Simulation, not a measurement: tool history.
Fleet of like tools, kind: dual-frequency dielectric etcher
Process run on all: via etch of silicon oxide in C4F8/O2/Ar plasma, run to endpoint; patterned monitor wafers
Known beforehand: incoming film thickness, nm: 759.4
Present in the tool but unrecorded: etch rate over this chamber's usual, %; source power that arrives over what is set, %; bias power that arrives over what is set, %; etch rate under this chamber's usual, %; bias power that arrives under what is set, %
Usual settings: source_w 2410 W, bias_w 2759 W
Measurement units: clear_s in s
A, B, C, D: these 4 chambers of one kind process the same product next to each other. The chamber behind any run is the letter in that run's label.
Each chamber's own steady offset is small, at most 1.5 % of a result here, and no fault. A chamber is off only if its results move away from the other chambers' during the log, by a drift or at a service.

run	hour	source_w	bias_w	hours since the last wet clean	hours since the last source power generator calibration	hours since the last bias power generator calibration	clear_s
1C	7	2410	2759	184.8	596.9	1562.7	127.29
2A	16.1	2410	2759	158.9	1369.9	2176.1	126.74
3D	28	2410	2759	429.7	394.3	464.8	125.08
4B	42.3	2410	2759	160	1115.8	276	127.8
5D	53	2410	2759	454.7	419.3	489.8	126.11
# hour 55.8: chamber D: wet clean of the chamber
6C	59.6	2950	3282	237.4	649.5	1615.3	112.04
7B	72.2	2950	3282	189.9	1145.7	305.9	111.78
8A	86.2	2950	3282	229	1440	2246.2	110.82
9C	97.5	2950	3282	275.3	687.4	1653.2	111.62
10A	110	2410	2759	252.8	1463.8	2270	125.97
11B	118.1	2410	2759	235.8	1191.6	351.8	129.19
12D	124.8	2410	2759	69	491.1	561.6	125.39
13C	139	2410	2759	316.8	728.9	1694.7	127.67
14A	146.8	2710	3296	289.6	1500.6	2306.8	113.64
15D	161.9	2710	3296	106.1	528.2	598.7	112.78
16B	174.4	2710	3296	292.1	1247.9	408.1	118.05
17D	184.6	2710	3296	128.8	550.9	621.4	113.3
18B	191.7	2410	2759	309.4	1265.2	425.4	130.65
19C	206.3	2410	2759	384.1	796.2	1762	127.93
20A	221.5	2410	2759	364.3	1575.3	2381.5	126.48
21C	233	2410	2759	410.8	822.9	1788.7	128.11
22A	245.2	2410	2759	388	1599	2405.2	126.57
23B	252.2	2410	2759	369.9	1325.7	485.9	132.24
24D	267	2410	2759	211.2	633.3	703.8	125.22

Does one chamber stand apart from the rest, does the shared gauge drift, or is all well apart from small per-chamber offsets? Give the chamber and the most likely cause, where there is one.

Chamber B drifts away from the others.
Likeliest cause: etch rate under this chamber's usual, % = 3.12.

Below are 4 candidate recipes for chamber B's next run, each the usual settings with a change, their results shown as question marks. Which of them brings B's results back in line with what the other chambers give on the usual settings?
In line here means within this much of the mean the other chambers give on the usual settings: clear_s 1.9 s
25B-1	277.9	2310	2759				?
25B-2	277.9	2140	2759				?
25B-3	277.9	2680	2759				?
25B-4	277.9	2410	2914				?

What the other chambers average on the usual settings: clear_s 126.51 s
run	clear_s
25B-1	134.53
25B-2	138.64
25B-3	126.88
25B-4	130.11
Change 25B-3 lands the chamber within the allowed miss of the other chambers.
